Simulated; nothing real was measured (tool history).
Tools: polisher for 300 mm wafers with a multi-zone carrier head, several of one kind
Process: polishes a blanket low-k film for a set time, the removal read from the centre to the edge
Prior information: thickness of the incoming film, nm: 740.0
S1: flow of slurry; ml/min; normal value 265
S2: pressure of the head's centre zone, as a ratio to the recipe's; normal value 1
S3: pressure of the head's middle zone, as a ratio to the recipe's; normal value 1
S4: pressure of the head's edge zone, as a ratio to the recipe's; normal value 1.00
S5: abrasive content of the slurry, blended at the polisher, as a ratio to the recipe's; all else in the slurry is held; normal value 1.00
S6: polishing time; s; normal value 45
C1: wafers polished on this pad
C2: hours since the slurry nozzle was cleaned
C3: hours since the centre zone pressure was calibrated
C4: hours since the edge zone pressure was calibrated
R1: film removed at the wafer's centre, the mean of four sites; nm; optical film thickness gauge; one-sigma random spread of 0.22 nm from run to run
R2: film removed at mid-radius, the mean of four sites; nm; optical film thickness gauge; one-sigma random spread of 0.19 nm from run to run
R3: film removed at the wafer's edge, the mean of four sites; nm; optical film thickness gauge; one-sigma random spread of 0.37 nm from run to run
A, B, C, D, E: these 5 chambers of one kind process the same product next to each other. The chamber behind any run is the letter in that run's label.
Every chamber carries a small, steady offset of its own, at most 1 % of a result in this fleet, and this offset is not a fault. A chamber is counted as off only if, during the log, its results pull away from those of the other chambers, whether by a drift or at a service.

run	hour	S1	S2	S3	S4	S5	S6	C1	C2	C3	C4	R1	R2	R3
1C	8.3	265	1	1	1.00	1.00	45	529	131.1	200.9	372.0	24.746	25.241	24.300
# hour 13.8: chamber B: centre zone pressure recalibrated
# hour 16.6: chamber B: slurry nozzle cleaned
2E	19.1	265	1	1	1.00	1.00	45	484	383.3	79.3	310.1	24.805	24.407	24.397
3A	28.4	265	1	1	1.00	1.00	45	528	382.4	1243.0	385.0	25.068	24.777	24.006
# hour 32.9: chamber D: worn pad replaced by a new one
4B	42.0	265	1	1	1.00	1.00	45	365	25.4	28.3	63.2	24.723	24.599	25.240
5D	50.3	265	1	1	0.96	1.00	45	130	230.9	933.4	1007.5	24.845	24.499	23.786
# hour 53.7: chamber C: worn pad replaced by a new one
6A	59.4	265	1	1	0.96	1.00	45	760	413.4	1274.0	416.0	24.462	24.903	24.466
7B	69.8	265	1	1	0.96	1.00	45	572	53.2	56.1	91.0	24.594	24.703	23.863
# hour 76.1: chamber E: worn pad replaced by a new one
8C	84.0	265	1	1	0.96	1.00	45	226	206.8	276.6	447.7	24.812	24.910	23.860
9D	93.4	265	1	1	0.96	1.00	45	452	274.0	976.5	1050.6	24.852	24.034	24.807
# hour 95.4: chamber D: worn pad replaced by a new one
10E	104.8	265	1	1	1.00	1.00	45	215	469.0	165.0	395.8	24.866	24.631	24.769
# hour 108.9: chamber A: centre zone pressure recalibrated
11B	114.5	265	1	1	1.00	1.00	45	906	97.9	100.8	135.7	24.863	24.788	24.918
# hour 123.7: chamber D: edge zone pressure recalibrated
# hour 127.6: chamber B: worn pad replaced by a new one
12A	127.6	265	1	1	1.00	1.00	45	1269	481.6	18.8	484.2	24.288	24.323	24.694
13D	136.5	265	1	1	1.00	1.00	45	307	317.1	1019.6	12.9	24.722	24.199	25.042
# hour 143.2: chamber C: worn pad replaced by a new one
14C	147.1	265	1	1	1.00	1.00	45	29	269.9	339.7	510.8	25.137	24.971	24.693
15E	156.4	265	1	1	1.00	1.00	45	600	520.6	216.6	447.4	24.737	24.369	24.287
# hour 168.3: chamber D: worn pad replaced by a new one
16B	170.0	355	1	1	1.00	1.00	53	317	153.4	156.3	191.2	30.424	29.815	29.899
17D	181.7	355	1	1	1.00	1.00	53	100	362.3	1064.8	58.1	30.095	29.408	28.734
# hour 186.2: chamber A: slurry nozzle cleaned
# hour 186.6: chamber E: worn pad replaced by a new one
18C	188.4	355	1	1	1.00	1.00	53	337	311.2	381.0	552.1	29.934	30.299	29.605
19A	199.9	355	1	1	1.00	1.00	53	1810	13.7	91.1	556.5	29.450	29.060	28.044
20E	207.3	355	1	1	1.00	1.00	53	155	571.5	267.5	498.3	30.444	29.790	29.587
# hour 211.8: chamber E: slurry nozzle cleaned
21A	221.1	265	1	1	1.00	1.00	45	1968	34.9	112.3	577.7	23.835	24.038	23.888
# hour 228.4: chamber B: slurry nozzle cleaned
# hour 233.5: chamber D: worn pad replaced by a new one
22C	235.2	315	1	1	1.00	0.75	45	687	358.0	427.8	598.9	21.916	22.194	21.424
23D	248.6	315	1	1	1.00	0.75	45	113	429.2	1131.7	125.0	21.562	21.605	21.136
# hour 252.6: chamber C: worn pad replaced by a new one
24B	259.6	315	1	1	1.00	0.75	45	986	31.3	245.9	280.8	22.021	22.102	21.472
# hour 263.6: chamber B: worn pad replaced by a new one
25E	266.8	315	1	1	1.00	0.75	45	599	55.1	327.0	557.8	21.535	21.787	21.458
26E	278.8	315	1	1	1.00	0.75	45	689	67.1	339.0	569.8	22.025	21.500	20.999
27C	286.7	265	1	1	1.00	1.00	45	254	409.5	479.3	650.4	24.576	24.948	24.569
28D	299.5	265	1	1	1.00	1.00	45	493	480.1	1182.6	175.9	24.731	24.042	24.623
# hour 308.9: chamber D: worn pad replaced by a new one
29B	310.7	265	1	1	1.00	1.00	45	352	82.4	297.0	331.9	25.077	25.031	24.196
30A	318.1	265	1	1	1.00	1.00	45	2693	131.9	209.3	674.7	23.629	23.132	23.410
# hour 322.5: chamber C: slurry nozzle cleaned
31C	327.8	265	1	1	1.00	1.00	45	562	5.3	520.4	691.5	24.581	24.853	24.271
32D	334.3	265	1	1	1.00	1.00	45	190	514.9	1217.4	210.7	24.680	24.311	24.643
33B	345.7	265	1	1	1.00	1.00	45	613	117.4	332.0	366.9	24.503	24.885	24.736

What goes on in this fleet: one chamber off, a drifting gauge, or nothing beyond the chambers' own small offsets? Name the chamber and the cause, if any.

Little by little, chamber A moves away from the other chambers.
Likeliest cause: removal rate lost through wear of the pad, % = 7.62.

Chamber A could run next with any of the 4 candidate recipes listed below; each alters the usual settings, and their results appear as question marks. Which one brings its results back in line with what the other chambers deliver on the usual settings?
In-line tolerance around the mean of the other chambers on the usual settings: R1 0.760 nm; R2 0.650 nm; R3 1.300 nm
34A-1	356.4	270	1	0.99	1.01	1.05	51					?	?	?
34A-2	356.4	265	1	1.00	1.00	1.00	42					?	?	?
34A-3	356.4	260	1	1.00	0.99	0.95	40					?	?	?
34A-4	356.4	265	1	1.00	1.00	1.00	48					?	?	?

The mean the other chambers reach with the usual settings: R1 24.691 nm; R2 24.571 nm; R3 24.569 nm
run	R1	R2	R3
34A-1	26.724	26.229	26.687
34A-2	21.477	21.277	21.346
34A-3	19.921	19.740	19.710
34A-4	24.545	24.317	24.395
34A-4 brings the chamber back in line.

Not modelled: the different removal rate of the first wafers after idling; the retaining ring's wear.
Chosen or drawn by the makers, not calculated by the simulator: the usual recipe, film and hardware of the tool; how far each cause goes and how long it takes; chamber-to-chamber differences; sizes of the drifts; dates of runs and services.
